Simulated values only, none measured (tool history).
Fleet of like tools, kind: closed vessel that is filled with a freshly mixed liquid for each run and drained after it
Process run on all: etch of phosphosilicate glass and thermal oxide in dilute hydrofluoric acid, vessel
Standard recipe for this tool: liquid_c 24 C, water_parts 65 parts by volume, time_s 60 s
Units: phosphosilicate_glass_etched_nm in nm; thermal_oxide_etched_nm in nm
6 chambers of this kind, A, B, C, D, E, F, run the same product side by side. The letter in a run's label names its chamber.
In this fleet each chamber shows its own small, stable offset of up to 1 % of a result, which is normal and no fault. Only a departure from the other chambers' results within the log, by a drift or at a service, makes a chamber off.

| run | hour | liquid_c | water_parts | time_s | read-back film thickness of the phosphosilicate glass reference wafer, read on the same gauge (nm) | read-back film thickness of the thermal oxide reference wafer, read on the same gauge (nm) | phosphosilicate_glass_etched_nm | thermal_oxide_etched_nm |
|---|---|---|---|---|---|---|---|---|
| 1E | 10.6 | 24 | 65 | 60 | 90.022 | 109.95 | 193.02 | 4.6776 |
| 2F | 16.3 | 24 | 65 | 60 | 90.029 | 109.97 | 193.36 | 4.6942 |
| 3A | 21.9 | 24 | 65 | 60 | 90.005 | 109.95 | 193.56 | 4.749 |
| 4C | 30.5 | 24 | 65 | 60 | 90.031 | 109.99 | 191.6 | 4.7577 |
| 5B | 37.6 | 24 | 65 | 60 | 90.044 | 110.02 | 190.79 | 4.7712 |
| 6D | 47.9 | 24 | 65 | 60 | 89.99 | 110.02 | 194.29 | 4.717 |
| 7C | 55.6 | 24 | 65 | 60 | 90.009 | 110 | 192.85 | 4.755 |
| 8D | 64.6 | 24 | 65 | 60 | 90.011 | 110.01 | 193.52 | 4.6901 |
| 9A | 70 | 24 | 65 | 60 | 90.031 | 109.98 | 192.98 | 4.7199 |
| 10B | 75 | 24 | 65 | 60 | 89.986 | 109.97 | 191.69 | 4.6752 |
| 11F | 80.7 | 19.5 | 80 | 60 | 89.993 | 109.95 | 129.24 | 3.1451 |
|  | 88.8 | chamber B: hydrofluoric acid flow meter replaced |
| 12E | 90.3 | 19.5 | 80 | 60 | 90.005 | 110.05 | 126.97 | 3.0674 |
| 13B | 99.4 | 19.5 | 80 | 60 | 89.924 | 110 | 126.69 | 3.0947 |
| 14F | 106.3 | 19.5 | 80 | 60 | 89.994 | 109.96 | 128.86 | 3.1789 |
| 15A | 115.2 | 19.5 | 80 | 60 | 89.981 | 109.98 | 127.69 | 3.1647 |
| 16D | 120.5 | 19.5 | 80 | 60 | 90.068 | 109.98 | 127.66 | 3.1115 |
| 17E | 128.5 | 24 | 65 | 60 | 89.999 | 109.95 | 192.33 | 4.7177 |
| 18C | 136.8 | 24 | 65 | 60 | 89.992 | 109.97 | 192.98 | 4.731 |
| 19B | 141.7 | 27 | 65 | 80 | 90.033 | 110 | 288.27 | 7.2159 |
| 20F | 149.9 | 27 | 65 | 80 | 90.044 | 109.97 | 290.17 | 7.0805 |
| 21A | 159.9 | 27 | 65 | 80 | 89.979 | 110.01 | 291.29 | 7.0805 |
| 22D | 165 | 27 | 65 | 80 | 90.004 | 109.99 | 289.67 | 7.0305 |
| 23E | 170 | 27 | 65 | 80 | 90.019 | 109.97 | 290.81 | 7.1008 |
| 24C | 179.5 | 27 | 65 | 80 | 89.995 | 110.06 | 288.82 | 7.1767 |
| 25F | 186.5 | 24 | 65 | 60 | 89.947 | 109.99 | 193.39 | 4.7041 |
| 26E | 191.4 | 24 | 65 | 60 | 90.006 | 110.03 | 192.13 | 4.6997 |
| 27A | 196.5 | 24 | 65 | 60 | 89.985 | 110.04 | 192.81 | 4.694 |
| 28B | 203.2 | 24 | 65 | 60 | 90.025 | 109.97 | 191.78 | 4.7567 |
| 29C | 212.6 | 24 | 65 | 60 | 90.02 | 110 | 191.7 | 4.7252 |
| 30D | 223.2 | 24 | 65 | 60 | 90.028 | 110.01 | 193.67 | 4.7337 |
| 31B | 231.8 | 24 | 65 | 60 | 90.004 | 110.02 | 191.82 | 4.7324 |
|  | 234.5 | chamber D: thermometer replaced |
| 32C | 242.6 | 24 | 65 | 60 | 89.971 | 110.03 | 191.28 | 4.703 |
| 33F | 249.5 | 24 | 65 | 60 | 89.973 | 110.02 | 193.81 | 4.719 |
| 34D | 257.5 | 24 | 65 | 60 | 89.948 | 110.03 | 193.13 | 4.6671 |
| 35E | 262.7 | 21.5 | 65 | 60 | 89.998 | 110.01 | 172.7 | 4.2117 |
| 36A | 270.8 | 21.5 | 65 | 60 | 89.996 | 110.02 | 174.48 | 4.2475 |
| 37D | 275.7 | 21.5 | 65 | 60 | 89.981 | 109.99 | 172.93 | 4.212 |
| 38B | 282.9 | 21.5 | 65 | 60 | 90.011 | 109.99 | 172.37 | 4.2841 |
| 39A | 292.2 | 21.5 | 65 | 60 | 89.978 | 110.01 | 173.93 | 4.2514 |
| 40F | 301.5 | 21.5 | 65 | 60 | 89.999 | 110.01 | 174.16 | 4.2622 |
| 41E | 307.2 | 24 | 65 | 60 | 90.005 | 109.96 | 193.25 | 4.6941 |
| 42C | 315.5 | 24 | 65 | 60 | 89.993 | 109.97 | 191.73 | 4.7816 |

The same settings go to every chamber for the next run, one line per chamber below. Forecast the results for each:
| 43A | 323.5 | 24 | 65 | 60 |  |  | ? | ? |
| 43B | 323.5 | 24 | 65 | 60 |  |  | ? | ? |
| 43C | 323.5 | 24 | 65 | 60 |  |  | ? | ? |
| 43D | 323.5 | 24 | 65 | 60 |  |  | ? | ? |
| 43E | 323.5 | 24 | 65 | 60 |  |  | ? | ? |
| 43F | 323.5 | 24 | 65 | 60 |  |  | ? | ? |

| run | phosphosilicate_glass_etched_nm | thermal_oxide_etched_nm |
|---|---|---|
| 43A | 193.17 | 4.7389 |
| 43B | 190.27 | 4.7943 |
| 43C | 192.63 | 4.7927 |
| 43D | 193.16 | 4.7335 |
| 43E | 192.9 | 4.6323 |
| 43F | 191.95 | 4.7146 |

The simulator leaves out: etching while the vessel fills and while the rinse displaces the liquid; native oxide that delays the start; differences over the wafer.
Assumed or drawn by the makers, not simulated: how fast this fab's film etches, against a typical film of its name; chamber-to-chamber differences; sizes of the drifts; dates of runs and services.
